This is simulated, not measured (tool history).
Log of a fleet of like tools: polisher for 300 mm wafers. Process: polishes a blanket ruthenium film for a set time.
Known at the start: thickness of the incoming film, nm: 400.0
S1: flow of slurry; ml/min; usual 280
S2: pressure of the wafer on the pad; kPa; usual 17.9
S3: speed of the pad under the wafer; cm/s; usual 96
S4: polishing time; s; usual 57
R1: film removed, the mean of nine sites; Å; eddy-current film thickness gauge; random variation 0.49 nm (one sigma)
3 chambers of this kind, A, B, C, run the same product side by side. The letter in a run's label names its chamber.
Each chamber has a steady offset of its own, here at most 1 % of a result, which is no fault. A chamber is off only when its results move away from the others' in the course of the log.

run	hour	S1	S2	S3	S4	R1
1A	7.1	280	17.9	96	57	705.42
# hour 9.3: chamber C: worn pad replaced by a new one
2B	13.8	280	17.9	96	57	707.08
3C	22.7	280	17.9	96	57	712.84
4A	30.0	280	17.9	96	57	704.95
5C	41.1	280	17.9	96	57	697.80
6B	49.2	280	17.9	96	57	687.78
# hour 51.1: chamber C: head pressure recalibrated
7B	58.2	280	17.9	96	57	704.94
8A	73.2	280	20.0	128	57	1050.20
# hour 74.0: chamber A: worn pad replaced by a new one
9C	80.5	280	20.0	128	57	1042.10
# hour 86.4: chamber C: worn pad replaced by a new one
10C	90.6	280	20.0	128	57	1053.70
11A	103.7	280	17.9	96	57	702.70
# hour 113.9: chamber B: head pressure recalibrated
12B	117.7	230	15.2	96	57	573.96
# hour 128.1: chamber B: worn pad replaced by a new one
13C	130.5	230	15.2	96	57	585.07
14B	139.0	230	15.2	96	57	576.03
15A	149.9	280	17.9	96	57	684.14
16C	162.5	230	13.1	96	57	501.36
# hour 164.6: chamber C: worn pad replaced by a new one
17B	173.7	230	13.1	96	57	497.72
# hour 183.6: chamber A: worn pad replaced by a new one
18A	188.7	230	13.1	96	57	491.18
19B	203.1	280	17.9	96	57	693.24
20C	217.1	280	17.9	96	74	914.53
21A	225.5	280	17.9	96	74	883.55
22C	235.3	280	17.9	96	74	911.28
23A	249.5	280	17.9	96	57	671.25
# hour 251.7: chamber C: worn pad replaced by a new one
24B	263.1	280	17.9	96	57	691.86
# hour 276.3: chamber B: worn pad replaced by a new one
25C	276.3	280	17.9	96	69	838.67
26B	283.7	280	17.9	96	69	850.20
27A	294.9	280	17.9	96	69	802.13
# hour 295.4: chamber A: worn pad replaced by a new one
28A	301.7	280	17.9	74	57	515.27
29B	313.0	280	17.9	74	57	534.23
30C	322.1	280	17.9	74	57	533.95
31A	330.5	280	17.9	96	57	668.99
# hour 330.6: chamber C: worn pad replaced by a new one
32B	343.6	280	17.9	96	57	709.23
33C	353.8	280	17.9	96	57	709.63
# hour 362.2: chamber C: slurry nozzle cleaned
34A	365.8	365	17.9	96	57	669.54
35C	373.5	365	17.9	96	57	718.38
36B	384.5	365	17.9	96	57	716.71
37A	391.2	280	17.9	96	57	656.72
38B	406.5	280	17.9	96	57	697.19
# hour 411.0: chamber C: worn pad replaced by a new one
39C	419.2	280	17.9	96	57	702.50

Next, every chamber runs the same settings. What will each give?
40A	430.2	280	17.9	96	57	?
40B	430.2	280	17.9	96	57	?
40C	430.2	280	17.9	96	57	?

run	R1
40A	644.60
40B	696.01
40C	717.27
